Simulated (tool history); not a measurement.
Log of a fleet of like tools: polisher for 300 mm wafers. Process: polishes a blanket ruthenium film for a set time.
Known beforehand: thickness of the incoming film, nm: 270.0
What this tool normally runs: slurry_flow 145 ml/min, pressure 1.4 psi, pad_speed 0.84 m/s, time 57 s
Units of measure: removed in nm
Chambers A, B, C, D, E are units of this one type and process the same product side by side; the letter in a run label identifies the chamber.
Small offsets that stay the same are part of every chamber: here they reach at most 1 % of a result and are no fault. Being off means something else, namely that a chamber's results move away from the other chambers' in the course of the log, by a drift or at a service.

run 1D hour=3.9 | slurry_flow=145 pressure=1.4 pad_speed=0.84 time=57 | removed=30.352
run 2A hour=8.1 | slurry_flow=145 pressure=1.4 pad_speed=0.84 time=57 | removed=29.878
-- hour=9.6 chamber B: worn pad replaced by a new one
run 3E hour=14.8 | slurry_flow=145 pressure=1.4 pad_speed=0.84 time=57 | removed=29.868
-- hour=16.2 chamber A: slurry nozzle cleaned
run 4C hour=18.8 | slurry_flow=145 pressure=1.4 pad_speed=0.84 time=57 | removed=30.299
run 5B hour=25.2 | slurry_flow=145 pressure=1.4 pad_speed=0.84 time=57 | removed=30.349
-- hour=30.2 chamber D: worn pad replaced by a new one
run 6B hour=31.7 | slurry_flow=145 pressure=1.4 pad_speed=0.84 time=57 | removed=29.779
-- hour=34 chamber C: worn pad replaced by a new one
-- hour=36.3 chamber A: worn pad replaced by a new one
run 7C hour=39.6 | slurry_flow=145 pressure=1.4 pad_speed=0.84 time=57 | removed=30.214
-- hour=40.8 chamber E: worn pad replaced by a new one
run 8A hour=44.6 | slurry_flow=145 pressure=1.4 pad_speed=0.84 time=57 | removed=30.089
run 9D hour=52.2 | slurry_flow=145 pressure=1.4 pad_speed=0.84 time=57 | removed=30.003
-- hour=53.3 chamber B: worn pad replaced by a new one
run 10E hour=58.6 | slurry_flow=145 pressure=1.4 pad_speed=0.84 time=57 | removed=30.429
run 11E hour=63.7 | slurry_flow=145 pressure=1.4 pad_speed=0.84 time=57 | removed=30.698
-- hour=67.8 chamber E: slurry nozzle cleaned
run 12C hour=71.3 | slurry_flow=145 pressure=1.4 pad_speed=0.84 time=57 | removed=29.776
run 13A hour=75.7 | slurry_flow=145 pressure=1.1 pad_speed=0.84 time=76 | removed=31.506
-- hour=81.2 chamber C: worn pad replaced by a new one
run 14B hour=83.1 | slurry_flow=145 pressure=1.1 pad_speed=0.84 time=76 | removed=31.694
run 15D hour=90.9 | slurry_flow=145 pressure=1.1 pad_speed=0.84 time=76 | removed=30.826
-- hour=91.1 chamber A: worn pad replaced by a new one
-- hour=92.2 chamber D: worn pad replaced by a new one
-- hour=94.3 chamber B: head pressure recalibrated
run 16E hour=96 | slurry_flow=145 pressure=1.1 pad_speed=0.84 time=76 | removed=32.245
-- hour=98.2 chamber B: worn pad replaced by a new one
run 17B hour=101.3 | slurry_flow=145 pressure=1.1 pad_speed=0.84 time=76 | removed=32.245
run 18D hour=105.5 | slurry_flow=145 pressure=1.4 pad_speed=0.84 time=57 | removed=29.935
run 19A hour=112.3 | slurry_flow=145 pressure=1.4 pad_speed=0.84 time=57 | removed=30.241
run 20C hour=118.4 | slurry_flow=145 pressure=1.4 pad_speed=0.84 time=57 | removed=29.558
run 21C hour=123.2 | slurry_flow=145 pressure=1.4 pad_speed=0.84 time=57 | removed=29.293
run 22A hour=128.5 | slurry_flow=105 pressure=1.4 pad_speed=0.84 time=57 | removed=28.169
-- hour=130.4 chamber C: worn pad replaced by a new one
run 23D hour=132.3 | slurry_flow=105 pressure=1.4 pad_speed=0.84 time=57 | removed=28.666
run 24B hour=138.9 | slurry_flow=105 pressure=1.4 pad_speed=0.84 time=57 | removed=28.124
-- hour=140.9 chamber A: worn pad replaced by a new one
-- hour=142 chamber E: worn pad replaced by a new one
run 25E hour=144.4 | slurry_flow=105 pressure=1.4 pad_speed=0.84 time=57 | removed=28.405
run 26D hour=152.3 | slurry_flow=105 pressure=1.4 pad_speed=0.84 time=57 | removed=27.731
-- hour=153.2 chamber B: worn pad replaced by a new one
-- hour=156.7 chamber D: worn pad replaced by a new one
run 27B hour=157.6 | slurry_flow=145 pressure=1.4 pad_speed=0.84 time=57 | removed=30.02
run 28A hour=161.3 | slurry_flow=145 pressure=1.4 pad_speed=0.84 time=57 | removed=30.009
run 29E hour=168 | slurry_flow=145 pressure=1.4 pad_speed=0.84 time=57 | removed=30.29
run 30C hour=174.6 | slurry_flow=145 pressure=1.4 pad_speed=0.84 time=57 | removed=28.153
-- hour=179.4 chamber C: worn pad replaced by a new one
run 31E hour=180.7 | slurry_flow=145 pressure=1.4 pad_speed=0.84 time=57 | removed=30.275
run 32B hour=185.9 | slurry_flow=145 pressure=1.4 pad_speed=0.84 time=57 | removed=30.139
run 33D hour=191.4 | slurry_flow=145 pressure=1.4 pad_speed=0.84 time=57 | removed=29.775
-- hour=193.2 chamber A: worn pad replaced by a new one
run 34C hour=195.7 | slurry_flow=190 pressure=0.9 pad_speed=0.84 time=57 | removed=19.25
run 35A hour=202.7 | slurry_flow=190 pressure=0.9 pad_speed=0.84 time=57 | removed=20.501
-- hour=203.3 chamber B: worn pad replaced by a new one
-- hour=204.8 chamber B: slurry nozzle cleaned
run 36A hour=210.4 | slurry_flow=190 pressure=0.9 pad_speed=0.84 time=57 | removed=20.669
-- hour=213.2 chamber D: worn pad replaced by a new one
run 37B hour=218.2 | slurry_flow=190 pressure=0.9 pad_speed=0.84 time=57 | removed=20.236
run 38E hour=222.8 | slurry_flow=190 pressure=0.9 pad_speed=0.84 time=57 | removed=20.024
-- hour=225.6 chamber C: worn pad replaced by a new one
run 39C hour=229.7 | slurry_flow=145 pressure=1.4 pad_speed=0.84 time=57 | removed=28.368
run 40D hour=233.9 | slurry_flow=105 pressure=1.4 pad_speed=0.84 time=57 | removed=28.111
run 41E hour=237.4 | slurry_flow=105 pressure=1.4 pad_speed=0.84 time=57 | removed=27.693
run 42C hour=240.9 | slurry_flow=105 pressure=1.4 pad_speed=0.84 time=57 | removed=26.644
-- hour=243.6 chamber A: worn pad replaced by a new one
run 43B hour=245 | slurry_flow=105 pressure=1.4 pad_speed=0.84 time=57 | removed=28.629
run 44A hour=250.3 | slurry_flow=105 pressure=1.4 pad_speed=0.84 time=57 | removed=28.026

Read the log: is a single chamber off, either drifting away or since a service, is the gauge that measures every chamber drifting, or is nothing wrong beyond small per-chamber offsets? Name any odd chamber and what most likely caused it.

It is chamber C that slowly wanders off from its peers.
Likeliest cause: head's pressure below its setpoint, % = 8.48.
The log may not tell that from: slurry flow missing at the pad, %.

Here are 4 candidates for chamber C's next run, each the usual settings with a change, their results left as question marks. Which one brings its results back in line with what the others give on the usual settings?
A result is in line if it is within this distance of the other chambers' mean on the usual settings: removed 1 nm
run 45C-1 hour=256 | slurry_flow=145 pressure=1.4 pad_speed=0.84 time=58 | removed=?
run 45C-2 hour=256 | slurry_flow=145 pressure=1.4 pad_speed=0.82 time=57 | removed=?
run 45C-3 hour=256 | slurry_flow=145 pressure=1.4 pad_speed=0.9 time=57 | removed=?
run 45C-4 hour=256 | slurry_flow=145 pressure=1.4 pad_speed=0.78 time=57 | removed=?

Other chambers, usual settings, mean: removed 30.185 nm
run=45C-1 removed=28.52
run=45C-2 removed=27.371
run=45C-3 removed=30
run=45C-4 removed=26.056
Change 45C-3 lands the chamber within the allowed miss of the other chambers.
